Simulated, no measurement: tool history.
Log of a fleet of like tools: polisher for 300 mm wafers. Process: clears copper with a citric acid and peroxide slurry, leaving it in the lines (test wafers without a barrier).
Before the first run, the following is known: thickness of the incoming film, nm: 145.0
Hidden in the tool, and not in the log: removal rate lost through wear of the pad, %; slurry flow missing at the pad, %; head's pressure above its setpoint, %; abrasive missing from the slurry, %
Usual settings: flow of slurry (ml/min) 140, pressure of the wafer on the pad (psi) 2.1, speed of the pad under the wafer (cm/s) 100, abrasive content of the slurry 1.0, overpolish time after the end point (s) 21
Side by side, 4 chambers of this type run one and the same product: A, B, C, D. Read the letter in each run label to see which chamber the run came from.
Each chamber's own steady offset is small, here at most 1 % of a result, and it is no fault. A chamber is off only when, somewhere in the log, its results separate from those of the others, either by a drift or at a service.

| run | hour | flow of slurry (ml/min) | pressure of the wafer on the pad (psi) | speed of the pad under the wafer (cm/s) | abrasive content of the slurry | overpolish time after the end point (s) | wafers polished on this pad | hours since the slurry nozzle was cleaned | hours since the head pressure was calibrated | hours since the slurry blender was calibrated | time until the end point was called (s) | dishing of a wide line in a test structure (nm) |
|---|---|---|---|---|---|---|---|---|---|---|---|---|
|  | 0.9 | chamber A: worn pad replaced by a new one |
|  | 7.3 | chamber B: slurry blender recalibrated |
| 1B | 16.0 | 140 | 2.1 | 100 | 1.0 | 21 | 752 | 615.5 | 174.3 | 8.8 | 77.824 | 23.670 |
| 2C | 32.3 | 140 | 2.1 | 100 | 1.0 | 21 | 387 | 623.4 | 224.9 | 105.9 | 79.209 | 23.493 |
| 3D | 44.0 | 140 | 2.1 | 100 | 1.0 | 21 | 725 | 227.4 | 774.7 | 93.1 | 77.506 | 23.895 |
| 4A | 51.5 | 140 | 2.1 | 100 | 1.0 | 21 | 414 | 392.7 | 413.5 | 170.8 | 75.978 | 23.474 |
|  | 56.8 | chamber D: worn pad replaced by a new one |
| 5C | 60.7 | 115 | 2.1 | 100 | 0.8 | 21 | 620 | 651.8 | 253.3 | 134.3 | 86.647 | 21.795 |
|  | 68.9 | chamber B: worn pad replaced by a new one |
|  | 70.8 | chamber D: slurry blender recalibrated |
| 6A | 77.4 | 115 | 2.1 | 100 | 0.8 | 21 | 626 | 418.6 | 439.4 | 196.7 | 83.394 | 22.501 |
| 7D | 90.6 | 115 | 2.1 | 100 | 0.8 | 21 | 277 | 274.0 | 821.3 | 19.9 | 82.761 | 22.135 |
| 8B | 102.8 | 115 | 2.1 | 100 | 0.8 | 21 | 277 | 702.3 | 261.1 | 95.6 | 83.724 | 22.289 |
|  | 102.9 | chamber B: slurry nozzle cleaned |
| 9C | 115.8 | 140 | 2.1 | 100 | 1.0 | 21 | 1070 | 706.9 | 308.4 | 189.4 | 78.120 | 22.957 |
| 10B | 132.6 | 140 | 2.1 | 100 | 1.0 | 21 | 521 | 29.8 | 290.9 | 125.4 | 79.816 | 23.435 |
|  | 142.7 | chamber C: worn pad replaced by a new one |
| 11D | 148.3 | 140 | 2.1 | 78 | 1.0 | 21 | 748 | 331.7 | 879.0 | 77.6 | 98.654 | 19.823 |
|  | 149.2 | chamber D: worn pad replaced by a new one |
| 12A | 155.6 | 140 | 2.1 | 78 | 1.0 | 21 | 1265 | 496.8 | 517.6 | 274.9 | 96.317 | 19.847 |
|  | 157.6 | chamber A: worn pad replaced by a new one |
| 13C | 163.2 | 140 | 2.1 | 78 | 1.0 | 21 | 167 | 754.3 | 355.8 | 236.8 | 102.180 | 19.418 |
| 14B | 173.3 | 140 | 2.1 | 78 | 1.0 | 21 | 854 | 70.5 | 331.6 | 166.1 | 98.637 | 19.728 |
|  | 188.9 | chamber A: slurry blender recalibrated |
| 15D | 189.1 | 140 | 2.1 | 100 | 1.0 | 21 | 326 | 372.5 | 919.8 | 118.4 | 77.152 | 23.618 |
|  | 189.5 | chamber D: slurry blender recalibrated |
| 16A | 202.9 | 140 | 2.1 | 100 | 1.0 | 21 | 370 | 544.1 | 564.9 | 14.0 | 78.291 | 23.878 |
| 17A | 212.6 | 140 | 2.1 | 100 | 1.0 | 21 | 450 | 553.8 | 574.6 | 23.7 | 75.539 | 23.801 |
|  | 219.7 | chamber B: worn pad replaced by a new one |
|  | 224.8 | chamber B: slurry blender recalibrated |
|  | 227.9 | chamber A: head pressure recalibrated |
| 18B | 229.0 | 140 | 2.1 | 100 | 1.0 | 21 | 76 | 126.2 | 387.3 | 4.3 | 79.515 | 23.993 |
| 19D | 243.6 | 140 | 2.1 | 100 | 1.0 | 21 | 772 | 427.0 | 974.3 | 54.2 | 79.242 | 23.397 |
| 20C | 254.3 | 140 | 2.1 | 100 | 1.0 | 21 | 912 | 845.4 | 446.9 | 327.9 | 75.538 | 24.144 |
|  | 261.7 | chamber C: slurry nozzle cleaned |
|  | 261.7 | chamber C: head pressure recalibrated |
| 21B | 267.0 | 140 | 2.1 | 100 | 1.0 | 21 | 386 | 164.2 | 425.3 | 42.3 | 77.840 | 24.072 |
|  | 268.9 | chamber D: worn pad replaced by a new one |
| 22D | 274.2 | 140 | 2.1 | 100 | 1.0 | 21 | 43 | 457.6 | 1004.9 | 84.8 | 77.617 | 23.724 |
|  | 285.6 | chamber A: worn pad replaced by a new one |
| 23C | 290.4 | 140 | 2.1 | 100 | 1.0 | 21 | 1208 | 28.7 | 28.8 | 364.0 | 77.760 | 24.025 |
|  | 300.7 | chamber C: slurry blender recalibrated |
| 24A | 306.4 | 140 | 2.1 | 100 | 1.0 | 21 | 170 | 647.6 | 78.5 | 117.5 | 75.115 | 23.077 |
|  | 317.3 | chamber C: worn pad replaced by a new one |
| 25A | 322.1 | 140 | 2.1 | 100 | 1.0 | 21 | 298 | 663.3 | 94.2 | 133.2 | 77.358 | 23.930 |
|  | 322.8 | chamber D: slurry blender recalibrated |
| 26B | 331.4 | 140 | 2.1 | 100 | 1.0 | 21 | 913 | 228.6 | 489.7 | 106.7 | 79.499 | 23.403 |
| 27D | 340.8 | 140 | 2.1 | 100 | 1.0 | 21 | 588 | 524.2 | 1071.5 | 18.1 | 76.990 | 24.701 |
|  | 356.1 | chamber B: worn pad replaced by a new one |
| 28C | 356.7 | 140 | 2.1 | 100 | 1.0 | 21 | 322 | 95.0 | 95.1 | 56.1 | 75.465 | 23.797 |
| 29D | 367.2 | 140 | 2.1 | 100 | 1.0 | 17 | 804 | 550.6 | 1097.9 | 44.5 | 79.826 | 20.433 |
| 30C | 375.2 | 140 | 2.1 | 100 | 1.0 | 17 | 474 | 113.5 | 113.6 | 74.6 | 76.269 | 20.161 |
| 31B | 385.2 | 140 | 2.1 | 100 | 1.0 | 17 | 238 | 282.4 | 543.5 | 160.5 | 77.225 | 20.744 |

Which is it: a chamber that has drifted or been left off by a service, a gauge drift common to all chambers, or only each chamber's usual small offset? If a chamber is off, name it and its likeliest cause.

No chamber is off and the gauge is stable; the differences are just each chamber's small, constant offset.
